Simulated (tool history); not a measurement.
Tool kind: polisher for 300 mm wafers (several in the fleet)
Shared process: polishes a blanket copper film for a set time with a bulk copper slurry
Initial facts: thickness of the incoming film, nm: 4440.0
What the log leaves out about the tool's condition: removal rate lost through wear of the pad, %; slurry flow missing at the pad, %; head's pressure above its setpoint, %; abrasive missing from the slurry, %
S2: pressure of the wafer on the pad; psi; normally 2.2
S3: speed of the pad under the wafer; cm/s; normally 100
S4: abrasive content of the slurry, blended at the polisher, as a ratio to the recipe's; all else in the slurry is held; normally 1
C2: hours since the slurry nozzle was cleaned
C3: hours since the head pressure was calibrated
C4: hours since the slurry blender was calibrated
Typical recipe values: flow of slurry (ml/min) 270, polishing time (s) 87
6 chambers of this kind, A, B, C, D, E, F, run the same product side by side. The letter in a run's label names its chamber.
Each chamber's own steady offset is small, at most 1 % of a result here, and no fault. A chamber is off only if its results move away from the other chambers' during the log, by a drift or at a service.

{"run": "1D", "hour": 5.9, "flow of slurry (ml/min)": 270, "S2": 2.2, "S3": 100, "S4": 1, "polishing time (s)": 87, "wafers polished on this pad": 785, "C2": 233.5, "C3": 675.7, "C4": 174.6, "film removed (Å)": 6354.3}
{"hour": 10.9, "done": "chamber F: slurry blender recalibrated"}
{"hour": 12.0, "done": "chamber F: head pressure recalibrated"}
{"run": "2C", "hour": 14.8, "flow of slurry (ml/min)": 270, "S2": 2.2, "S3": 100, "S4": 1, "polishing time (s)": 87, "wafers polished on this pad": 341, "C2": 559, "C3": 688.2, "C4": 81, "film removed (Å)": 6216.9}
{"hour": 15.7, "done": "chamber F: worn pad replaced by a new one"}
{"hour": 18.2, "done": "chamber E: worn pad replaced by a new one"}
{"hour": 20.3, "done": "chamber D: worn pad replaced by a new one"}
{"run": "3E", "hour": 25.8, "flow of slurry (ml/min)": 270, "S2": 2.2, "S3": 100, "S4": 1, "polishing time (s)": 87, "wafers polished on this pad": 93, "C2": 191.1, "C3": 616.8, "C4": 47.2, "film removed (Å)": 6284.7}
{"run": "4F", "hour": 35.8, "flow of slurry (ml/min)": 270, "S2": 2.2, "S3": 100, "S4": 1, "polishing time (s)": 87, "wafers polished on this pad": 245, "C2": 176.9, "C3": 23.9, "C4": 25, "film removed (Å)": 6322.4}
{"run": "5B", "hour": 46.4, "flow of slurry (ml/min)": 270, "S2": 2.2, "S3": 100, "S4": 1, "polishing time (s)": 87, "wafers polished on this pad": 848, "C2": 129.8, "C3": 330.1, "C4": 299.4, "film removed (Å)": 6382.8}
{"hour": 49.8, "done": "chamber A: worn pad replaced by a new one"}
{"run": "6A", "hour": 54.3, "flow of slurry (ml/min)": 270, "S2": 2.2, "S3": 100, "S4": 1, "polishing time (s)": 87, "wafers polished on this pad": 55, "C2": 87.7, "C3": 414.8, "C4": 188.9, "film removed (Å)": 6237.9}
{"hour": 61.5, "done": "chamber C: worn pad replaced by a new one"}
{"run": "7C", "hour": 64.7, "flow of slurry (ml/min)": 270, "S2": 2.2, "S3": 100, "S4": 1, "polishing time (s)": 87, "wafers polished on this pad": 39, "C2": 608.9, "C3": 738.1, "C4": 130.9, "film removed (Å)": 6298.8}
{"hour": 67.1, "done": "chamber E: head pressure recalibrated"}
{"run": "8B", "hour": 76.9, "flow of slurry (ml/min)": 270, "S2": 2.2, "S3": 100, "S4": 1, "polishing time (s)": 87, "wafers polished on this pad": 1221, "C2": 160.3, "C3": 360.6, "C4": 329.9, "film removed (Å)": 6244.5}
{"run": "9E", "hour": 84.0, "flow of slurry (ml/min)": 270, "S2": 2.2, "S3": 100, "S4": 1, "polishing time (s)": 87, "wafers polished on this pad": 803, "C2": 249.3, "C3": 17, "C4": 105.4, "film removed (Å)": 6294.7}
{"hour": 91.5, "done": "chamber F: worn pad replaced by a new one"}
{"run": "10A", "hour": 95.3, "flow of slurry (ml/min)": 270, "S2": 2.2, "S3": 100, "S4": 1, "polishing time (s)": 87, "wafers polished on this pad": 555, "C2": 128.7, "C3": 455.8, "C4": 229.9, "film removed (Å)": 6342.7}
{"run": "11D", "hour": 103.4, "flow of slurry (ml/min)": 270, "S2": 2.5, "S3": 100, "S4": 1, "polishing time (s)": 87, "wafers polished on this pad": 1014, "C2": 331, "C3": 773.2, "C4": 272.1, "film removed (Å)": 7131.4}
{"hour": 108.3, "done": "chamber D: worn pad replaced by a new one"}
{"hour": 114.8, "done": "chamber A: worn pad replaced by a new one"}
{"run": "12F", "hour": 114.9, "flow of slurry (ml/min)": 270, "S2": 2.5, "S3": 100, "S4": 1, "polishing time (s)": 87, "wafers polished on this pad": 286, "C2": 256, "C3": 103, "C4": 104.1, "film removed (Å)": 7165.6}
{"hour": 124.1, "done": "chamber E: worn pad replaced by a new one"}
{"run": "13A", "hour": 125.1, "flow of slurry (ml/min)": 270, "S2": 2.5, "S3": 100, "S4": 1, "polishing time (s)": 87, "wafers polished on this pad": 125, "C2": 158.5, "C3": 485.6, "C4": 259.7, "film removed (Å)": 7252.3}
{"run": "14D", "hour": 134.3, "flow of slurry (ml/min)": 270, "S2": 2.5, "S3": 100, "S4": 1, "polishing time (s)": 87, "wafers polished on this pad": 317, "C2": 361.9, "C3": 804.1, "C4": 303, "film removed (Å)": 7230}
{"hour": 135.4, "done": "chamber C: worn pad replaced by a new one"}
{"run": "15E", "hour": 143.4, "flow of slurry (ml/min)": 270, "S2": 2.5, "S3": 100, "S4": 1, "polishing time (s)": 87, "wafers polished on this pad": 236, "C2": 308.7, "C3": 76.4, "C4": 164.8, "film removed (Å)": 7074}
{"run": "16C", "hour": 153.8, "flow of slurry (ml/min)": 270, "S2": 2.5, "S3": 100, "S4": 1, "polishing time (s)": 87, "wafers polished on this pad": 224, "C2": 698, "C3": 827.2, "C4": 220, "film removed (Å)": 6996.5}
{"hour": 156.8, "done": "chamber B: slurry blender recalibrated"}
{"hour": 157.5, "done": "chamber F: worn pad replaced by a new one"}
{"hour": 163.6, "done": "chamber F: slurry nozzle cleaned"}
{"run": "17B", "hour": 165.2, "flow of slurry (ml/min)": 270, "S2": 2.2, "S3": 100, "S4": 1, "polishing time (s)": 87, "wafers polished on this pad": 2298, "C2": 248.6, "C3": 448.9, "C4": 8.4, "film removed (Å)": 6182.3}
{"run": "18F", "hour": 171.3, "flow of slurry (ml/min)": 270, "S2": 2.2, "S3": 100, "S4": 1, "polishing time (s)": 87, "wafers polished on this pad": 169, "C2": 7.8, "C3": 159.4, "C4": 160.5, "film removed (Å)": 6279.4}
{"hour": 179.7, "done": "chamber C: slurry nozzle cleaned"}
{"run": "19E", "hour": 179.9, "flow of slurry (ml/min)": 270, "S2": 2.2, "S3": 100, "S4": 1, "polishing time (s)": 87, "wafers polished on this pad": 682, "C2": 345.2, "C3": 112.9, "C4": 201.3, "film removed (Å)": 6299.6}
{"hour": 181.0, "done": "chamber D: worn pad replaced by a new one"}
{"hour": 184.1, "done": "chamber A: worn pad replaced by a new one"}
{"run": "20B", "hour": 190.0, "flow of slurry (ml/min)": 270, "S2": 2.2, "S3": 100, "S4": 1, "polishing time (s)": 87, "wafers polished on this pad": 2601, "C2": 273.4, "C3": 473.7, "C4": 33.2, "film removed (Å)": 6151.4}
{"hour": 198.9, "done": "chamber F: slurry blender recalibrated"}
{"run": "21D", "hour": 199.7, "flow of slurry (ml/min)": 190, "S2": 2.2, "S3": 100, "S4": 1, "polishing time (s)": 87, "wafers polished on this pad": 228, "C2": 427.3, "C3": 869.5, "C4": 368.4, "film removed (Å)": 6149.8}
{"run": "22A", "hour": 211.3, "flow of slurry (ml/min)": 190, "S2": 2.2, "S3": 100, "S4": 1, "polishing time (s)": 87, "wafers polished on this pad": 331, "C2": 244.7, "C3": 571.8, "C4": 345.9, "film removed (Å)": 6025.8}
{"hour": 213.1, "done": "chamber C: worn pad replaced by a new one"}
{"run": "23F", "hour": 217.1, "flow of slurry (ml/min)": 190, "S2": 2.2, "S3": 100, "S4": 1, "polishing time (s)": 87, "wafers polished on this pad": 728, "C2": 53.6, "C3": 205.2, "C4": 18.3, "film removed (Å)": 5980.5}
{"hour": 218.1, "done": "chamber E: worn pad replaced by a new one"}
{"run": "24C", "hour": 225.4, "flow of slurry (ml/min)": 190, "S2": 2.2, "S3": 100, "S4": 1, "polishing time (s)": 87, "wafers polished on this pad": 150, "C2": 45.8, "C3": 898.8, "C4": 291.6, "film removed (Å)": 6060.5}
{"hour": 225.9, "done": "chamber F: worn pad replaced by a new one"}
{"hour": 235.3, "done": "chamber C: slurry blender recalibrated"}
{"run": "25F", "hour": 237.2, "flow of slurry (ml/min)": 190, "S2": 2.2, "S3": 100, "S4": 1, "polishing time (s)": 87, "wafers polished on this pad": 138, "C2": 73.7, "C3": 225.3, "C4": 38.4, "film removed (Å)": 5947.2}
{"run": "26E", "hour": 249.3, "flow of slurry (ml/min)": 190, "S2": 2.2, "S3": 100, "S4": 1, "polishing time (s)": 87, "wafers polished on this pad": 381, "C2": 414.6, "C3": 182.3, "C4": 270.7, "film removed (Å)": 5952.6}
{"hour": 254.4, "done": "chamber D: slurry nozzle cleaned"}
{"run": "27B", "hour": 258.2, "flow of slurry (ml/min)": 270, "S2": 2.2, "S3": 100, "S4": 1, "polishing time (s)": 87, "wafers polished on this pad": 3433, "C2": 341.6, "C3": 541.9, "C4": 101.4, "film removed (Å)": 5986.8}
{"hour": 265.0, "done": "chamber D: worn pad replaced by a new one"}
{"hour": 269.4, "done": "chamber A: worn pad replaced by a new one"}
{"run": "28C", "hour": 269.4, "flow of slurry (ml/min)": 270, "S2": 2.2, "S3": 100, "S4": 1, "polishing time (s)": 87, "wafers polished on this pad": 687, "C2": 89.8, "C3": 942.8, "C4": 34.2, "film removed (Å)": 6352.8}
{"hour": 272.9, "done": "chamber E: slurry nozzle cleaned"}
{"run": "29A", "hour": 278.5, "flow of slurry (ml/min)": 270, "S2": 2.2, "S3": 100, "S4": 1, "polishing time (s)": 87, "wafers polished on this pad": 111, "C2": 311.9, "C3": 639, "C4": 413.1, "film removed (Å)": 6271.7}
{"hour": 284.1, "done": "chamber D: slurry blender recalibrated"}
{"run": "30D", "hour": 286.0, "flow of slurry (ml/min)": 270, "S2": 2.2, "S3": 100, "S4": 1, "polishing time (s)": 87, "wafers polished on this pad": 257, "C2": 31.6, "C3": 955.8, "C4": 1.9, "film removed (Å)": 6294.6}
{"run": "31F", "hour": 294.4, "flow of slurry (ml/min)": 225, "S2": 2.2, "S3": 100, "S4": 1, "polishing time (s)": 87, "wafers polished on this pad": 836, "C2": 130.9, "C3": 282.5, "C4": 95.6, "film removed (Å)": 6105}
{"hour": 294.8, "done": "chamber A: slurry blender recalibrated"}
{"hour": 299.6, "done": "chamber C: worn pad replaced by a new one"}
{"run": "32A", "hour": 300.1, "flow of slurry (ml/min)": 225, "S2": 2.2, "S3": 100, "S4": 1, "polishing time (s)": 87, "wafers polished on this pad": 374, "C2": 333.5, "C3": 660.6, "C4": 5.4, "film removed (Å)": 6243.7}
{"hour": 300.3, "done": "chamber F: worn pad replaced by a new one"}
{"run": "33E", "hour": 307.1, "flow of slurry (ml/min)": 225, "S2": 2.2, "S3": 100, "S4": 1, "polishing time (s)": 87, "wafers polished on this pad": 1087, "C2": 34.2, "C3": 240.1, "C4": 328.5, "film removed (Å)": 6185.4}
{"run": "34D", "hour": 315.9, "flow of slurry (ml/min)": 225, "S2": 2.2, "S3": 100, "S4": 1, "polishing time (s)": 87, "wafers polished on this pad": 622, "C2": 61.5, "C3": 985.7, "C4": 31.8, "film removed (Å)": 6291.5}
{"hour": 321.4, "done": "chamber B: slurry nozzle cleaned"}
{"run": "35C", "hour": 327.6, "flow of slurry (ml/min)": 225, "S2": 2.2, "S3": 100, "S4": 1, "polishing time (s)": 87, "wafers polished on this pad": 342, "C2": 148, "C3": 1001, "C4": 92.4, "film removed (Å)": 6043.5}
{"hour": 329.5, "done": "chamber E: worn pad replaced by a new one"}
{"run": "36B", "hour": 339.1, "flow of slurry (ml/min)": 225, "S2": 2.2, "S3": 100, "S4": 1, "polishing time (s)": 87, "wafers polished on this pad": 4420, "C2": 17.8, "C3": 622.8, "C4": 182.3, "film removed (Å)": 5845.4}
{"hour": 339.6, "done": "chamber A: worn pad replaced by a new one"}
{"hour": 346.6, "done": "chamber F: head pressure recalibrated"}
{"run": "37F", "hour": 350.3, "flow of slurry (ml/min)": 270, "S2": 2.2, "S3": 100, "S4": 1, "polishing time (s)": 87, "wafers polished on this pad": 610, "C2": 186.8, "C3": 3.7, "C4": 151.5, "film removed (Å)": 6388.1}
{"run": "38A", "hour": 358.8, "flow of slurry (ml/min)": 270, "S2": 2.2, "S3": 100, "S4": 1, "polishing time (s)": 87, "wafers polished on this pad": 234, "C2": 392.2, "C3": 719.3, "C4": 64.1, "film removed (Å)": 6440.6}
{"hour": 359.2, "done": "chamber D: worn pad replaced by a new one"}
{"hour": 363.7, "done": "chamber C: head pressure recalibrated"}
{"run": "39D", "hour": 366.2, "flow of slurry (ml/min)": 270, "S2": 2.2, "S3": 100, "S4": 1, "polishing time (s)": 87, "wafers polished on this pad": 86, "C2": 111.8, "C3": 1036, "C4": 82.1, "film removed (Å)": 6329.8}
{"hour": 368.9, "done": "chamber C: worn pad replaced by a new one"}
{"run": "40C", "hour": 373.4, "flow of slurry (ml/min)": 270, "S2": 2.2, "S3": 100, "S4": 1, "polishing time (s)": 87, "wafers polished on this pad": 55, "C2": 193.8, "C3": 9.7, "C4": 138.2, "film removed (Å)": 6211}
{"run": "41E", "hour": 379.3, "flow of slurry (ml/min)": 270, "S2": 2.2, "S3": 100, "S4": 1, "polishing time (s)": 87, "wafers polished on this pad": 608, "C2": 106.4, "C3": 312.3, "C4": 400.7, "film removed (Å)": 6239.2}

The same settings go to every chamber for the next run, one line per chamber below. Forecast the results for each:
{"run": "42A", "hour": 388.1, "flow of slurry (ml/min)": 270, "S2": 2.2, "S3": 100, "S4": 1, "polishing time (s)": 87, "film removed (Å)": "?"}
{"run": "42B", "hour": 388.1, "flow of slurry (ml/min)": 270, "S2": 2.2, "S3": 100, "S4": 1, "polishing time (s)": 87, "film removed (Å)": "?"}
{"run": "42C", "hour": 388.1, "flow of slurry (ml/min)": 270, "S2": 2.2, "S3": 100, "S4": 1, "polishing time (s)": 87, "film removed (Å)": "?"}
{"run": "42D", "hour": 388.1, "flow of slurry (ml/min)": 270, "S2": 2.2, "S3": 100, "S4": 1, "polishing time (s)": 87, "film removed (Å)": "?"}
{"run": "42E", "hour": 388.1, "flow of slurry (ml/min)": 270, "S2": 2.2, "S3": 100, "S4": 1, "polishing time (s)": 87, "film removed (Å)": "?"}
{"run": "42F", "hour": 388.1, "flow of slurry (ml/min)": 270, "S2": 2.2, "S3": 100, "S4": 1, "polishing time (s)": 87, "film removed (Å)": "?"}

run=42A film_removed_(Å)=6238.1
run=42B film_removed_(Å)=5852.7
run=42C film_removed_(Å)=6230
run=42D film_removed_(Å)=6238.2
run=42E film_removed_(Å)=6393.2
run=42F film_removed_(Å)=6268.9

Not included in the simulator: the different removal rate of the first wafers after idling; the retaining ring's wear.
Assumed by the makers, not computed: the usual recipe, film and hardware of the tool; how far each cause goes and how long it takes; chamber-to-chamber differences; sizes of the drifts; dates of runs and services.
